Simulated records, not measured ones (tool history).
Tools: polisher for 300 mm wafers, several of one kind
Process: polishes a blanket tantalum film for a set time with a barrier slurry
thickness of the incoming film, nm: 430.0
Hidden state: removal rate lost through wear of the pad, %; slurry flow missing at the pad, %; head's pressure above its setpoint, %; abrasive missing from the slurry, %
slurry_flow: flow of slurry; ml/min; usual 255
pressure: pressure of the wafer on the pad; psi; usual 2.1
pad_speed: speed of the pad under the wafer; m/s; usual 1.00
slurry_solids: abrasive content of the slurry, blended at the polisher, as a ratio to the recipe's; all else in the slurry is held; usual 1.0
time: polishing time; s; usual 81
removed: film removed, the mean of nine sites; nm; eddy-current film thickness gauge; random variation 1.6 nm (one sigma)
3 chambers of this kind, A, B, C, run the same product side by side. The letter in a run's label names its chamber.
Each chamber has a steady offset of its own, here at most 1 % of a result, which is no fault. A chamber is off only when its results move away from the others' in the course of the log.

| run | hour | slurry_flow | pressure | pad_speed | slurry_solids | time | wafers polished on this pad | hours since the slurry nozzle was cleaned | hours since the head pressure was calibrated | hours since the slurry blender was calibrated | removed |
|---|---|---|---|---|---|---|---|---|---|---|---|
| 1B | 2.3 | 255 | 2.1 | 1.00 | 1.0 | 81 | 350 | 110.2 | 168.2 | 145.4 | 163.84 |
| 2A | 4.8 | 255 | 2.1 | 1.00 | 1.0 | 81 | 335 | 361.7 | 928.4 | 51.4 | 162.67 |
| 3C | 9.1 | 255 | 2.1 | 1.00 | 1.0 | 81 | 828 | 242.7 | 245.6 | 233.4 | 160.47 |
| 4A | 12.7 | 255 | 2.1 | 1.00 | 1.0 | 81 | 406 | 369.6 | 936.3 | 59.3 | 163.14 |
| 5C | 16.1 | 255 | 2.1 | 1.00 | 1.0 | 81 | 891 | 249.7 | 252.6 | 240.4 | 159.56 |
| 6B | 18.6 | 255 | 2.1 | 1.00 | 1.0 | 81 | 497 | 126.5 | 184.5 | 161.7 | 159.78 |
| 7C | 21.5 | 255 | 2.1 | 1.00 | 1.0 | 81 | 940 | 255.1 | 258.0 | 245.8 | 162.09 |
| 8A | 23.8 | 255 | 2.1 | 1.00 | 1.0 | 81 | 506 | 380.7 | 947.4 | 70.4 | 158.91 |
| 9B | 27.1 | 255 | 2.1 | 1.00 | 1.0 | 81 | 574 | 135.0 | 193.0 | 170.2 | 161.38 |
| 10C | 31.0 | 255 | 2.1 | 1.00 | 1.0 | 81 | 1025 | 264.6 | 267.5 | 255.3 | 163.43 |
| 11A | 34.0 | 255 | 2.1 | 1.00 | 1.0 | 81 | 598 | 390.9 | 957.6 | 80.6 | 161.49 |
| 12B | 36.7 | 255 | 2.1 | 1.00 | 1.0 | 81 | 660 | 144.6 | 202.6 | 179.8 | 162.71 |
| 13A | 39.4 | 255 | 2.3 | 1.00 | 1.1 | 81 | 646 | 396.3 | 963.0 | 86.0 | 177.49 |
|  | 39.8 | chamber A: head pressure recalibrated |
| 14B | 41.5 | 255 | 2.3 | 1.00 | 1.1 | 81 | 703 | 149.4 | 207.4 | 184.6 | 183.08 |
| 15C | 43.6 | 255 | 2.3 | 1.00 | 1.1 | 81 | 1138 | 277.2 | 280.1 | 267.9 | 180.61 |
| 16B | 47.3 | 255 | 2.1 | 1.00 | 1.0 | 81 | 755 | 155.2 | 213.2 | 190.4 | 162.07 |
| 17A | 49.7 | 255 | 2.1 | 1.00 | 1.0 | 81 | 739 | 406.6 | 10.0 | 96.3 | 177.31 |
| 18C | 51.8 | 255 | 2.1 | 0.74 | 1.0 | 81 | 1212 | 285.4 | 288.3 | 276.1 | 122.29 |
| 19A | 54.5 | 255 | 2.1 | 0.74 | 1.0 | 81 | 782 | 411.4 | 14.8 | 101.1 | 131.84 |
| 20B | 57.2 | 255 | 2.1 | 0.74 | 1.0 | 81 | 844 | 165.1 | 223.1 | 200.3 | 120.07 |
| 21C | 60.4 | 255 | 2.1 | 1.18 | 1.0 | 81 | 1290 | 294.0 | 296.9 | 284.7 | 190.41 |
| 22C | 64.4 | 255 | 2.1 | 1.18 | 1.0 | 81 | 1326 | 298.0 | 300.9 | 288.7 | 189.99 |
| 23A | 67.0 | 255 | 2.1 | 1.18 | 1.0 | 81 | 895 | 423.9 | 27.3 | 113.6 | 214.43 |

Is one chamber off against the others, does the gauge drift, or is nothing wrong? If a chamber is off, say which, and what the likeliest cause is.

A service left chamber A off against the others.
Cause: head's pressure above its setpoint, % = 11.

Here are 4 candidates for chamber A's next run, each the usual settings with a change, their results left as question marks. Which one brings its results back in line with what the others give on the usual settings?
In line means no further than this from the other chambers' mean on the usual settings: removed 5.60 nm
| 24A-1 | 70.1 | 255 | 2.2 | 1.06 | 1.0 | 81 |  |  |  |  | ? |
| 24A-2 | 70.1 | 255 | 2.1 | 1.00 | 1.0 | 73 |  |  |  |  | ? |
| 24A-3 | 70.1 | 255 | 2.0 | 1.00 | 1.0 | 81 |  |  |  |  | ? |
| 24A-4 | 70.1 | 335 | 2.1 | 1.00 | 1.0 | 81 |  |  |  |  | ? |

The other chambers' mean on the usual settings: removed 162.30 nm
| run | removed |
|---|---|
| 24A-1 | 197.70 |
| 24A-2 | 160.58 |
| 24A-3 | 169.82 |
| 24A-4 | 182.86 |
24A-2 brings the chamber back in line.
